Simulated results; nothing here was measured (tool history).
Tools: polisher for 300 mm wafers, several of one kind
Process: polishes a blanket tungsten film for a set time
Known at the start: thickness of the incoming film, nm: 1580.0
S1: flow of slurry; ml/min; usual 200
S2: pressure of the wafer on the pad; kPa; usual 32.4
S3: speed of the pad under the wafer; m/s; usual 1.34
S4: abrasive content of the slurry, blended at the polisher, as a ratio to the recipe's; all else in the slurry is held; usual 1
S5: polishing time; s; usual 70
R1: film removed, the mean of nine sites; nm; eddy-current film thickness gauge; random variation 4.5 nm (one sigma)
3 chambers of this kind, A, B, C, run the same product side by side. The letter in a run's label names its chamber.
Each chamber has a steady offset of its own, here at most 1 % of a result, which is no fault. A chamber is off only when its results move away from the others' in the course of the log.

At hour 2.9: chamber A: slurry nozzle cleaned.
Run 1C, hour 6.3: usual settings. Result: R1 594.78 nm.
At hour 8: chamber C: slurry tank refilled with fresh slurry and peroxide.
Run 2A, hour 10.2: usual settings. Result: R1 579.61 nm.
Run 3B, hour 17: usual settings. Result: R1 583.16 nm.
Run 4C, hour 24.6: usual settings. Result: R1 583.14 nm.
Run 5A, hour 32.2: usual settings. Result: R1 592.27 nm.
Run 6B, hour 35.9: usual settings. Result: R1 583.16 nm.
At hour 40.1: chamber C: head pressure recalibrated.
Run 7A, hour 43: usual settings. Result: R1 587.54 nm.
At hour 45.2: chamber C: worn pad replaced by a new one.
Run 8B, hour 47: usual settings but S1 220 ml/min, S3 1.04 m/s. Result: R1 458.52 nm.
Run 9C, hour 51.1: usual settings but S1 220 ml/min, S3 1.04 m/s. Result: R1 457.92 nm.
At hour 51.2: chamber C: slurry tank refilled with fresh slurry and peroxide.
At hour 55.8: chamber C: slurry blender recalibrated.
Run 10B, hour 57.5: usual settings but S1 220 ml/min, S3 1.04 m/s. Result: R1 459.85 nm.
Run 11C, hour 63.2: usual settings. Result: R1 592.59 nm.
At hour 67.2: chamber A: worn pad replaced by a new one.
Run 12A, hour 69: usual settings. Result: R1 585.53 nm.
Run 13A, hour 75: usual settings. Result: R1 586.9 nm.
Run 14C, hour 80: usual settings. Result: R1 595.16 nm.
At hour 82.3: chamber A: slurry tank refilled with fresh slurry and peroxide.
Run 15B, hour 83.6: usual settings. Result: R1 587.79 nm.
Run 16C, hour 88.3: usual settings. Result: R1 584.88 nm.
Run 17A, hour 93.7: usual settings. Result: R1 576.95 nm.
Run 18B, hour 101.1: usual settings. Result: R1 579.94 nm.
At hour 106.9: chamber C: slurry tank refilled with fresh slurry and peroxide.
Run 19C, hour 107.5: usual settings. Result: R1 577.39 nm.
Run 20A, hour 111.9: usual settings. Result: R1 568.41 nm.
Run 21B, hour 118.4: usual settings. Result: R1 582.65 nm.
At hour 121.4: chamber B: head pressure recalibrated.
At hour 122.1: chamber B: slurry tank refilled with fresh slurry and peroxide.
Run 22C, hour 122.9: usual settings. Result: R1 586.73 nm.
Run 23A, hour 129.1: usual settings. Result: R1 560.37 nm.
At hour 129.6: chamber B: worn pad replaced by a new one.
Run 24B, hour 134.2: usual settings but S4 1.3, S5 48 s. Result: R1 422.51 nm.
Run 25B, hour 141.6: usual settings but S4 1.3, S5 48 s. Result: R1 423.02 nm.
Run 26C, hour 147.6: usual settings but S4 1.3, S5 48 s. Result: R1 425.65 nm.
Run 27A, hour 153.7: usual settings. Result: R1 555.5 nm.
Run 28A, hour 159.4: usual settings. Result: R1 548.69 nm.
Run 29B, hour 165.2: usual settings. Result: R1 583.28 nm.

What goes on in this fleet: one chamber off, a drifting gauge, or nothing beyond the chambers' own small offsets? Name the chamber and the cause, if any.

Chamber A drifts away from the others.
Cause: head's pressure below its setpoint, % = 6.7.
The log may not tell that from: slurry flow missing at the pad, %; abrasive missing from the slurry, %.

Here are 4 candidates for chamber A's next run, each the usual settings with a change, their results left as question marks. Which one brings its results back in line with what the others give on the usual settings?
In line means no further than this from the other chambers' mean on the usual settings: R1 16 nm
Run 30A-1, hour 170.6: usual settings but S2 34.5 kPa, S5 74 s. Result: R1 ?.
Run 30A-2, hour 170.6: usual settings but S3 1.38 m/s, S5 72 s. Result: R1 ?.
Run 30A-3, hour 170.6: usual settings but S2 30.3 kPa, S5 66 s. Result: R1 ?.
Run 30A-4, hour 170.6: usual settings but S2 31.7 kPa, S3 1.32 m/s, S5 68 s. Result: R1 ?.

The other chambers' mean on the usual settings: R1 584.45 nm
  run      R1
30A-1  616.67
30A-2  581.01
30A-3  484.06
30A-4  513.53
30A-2 brings the chamber back in line.

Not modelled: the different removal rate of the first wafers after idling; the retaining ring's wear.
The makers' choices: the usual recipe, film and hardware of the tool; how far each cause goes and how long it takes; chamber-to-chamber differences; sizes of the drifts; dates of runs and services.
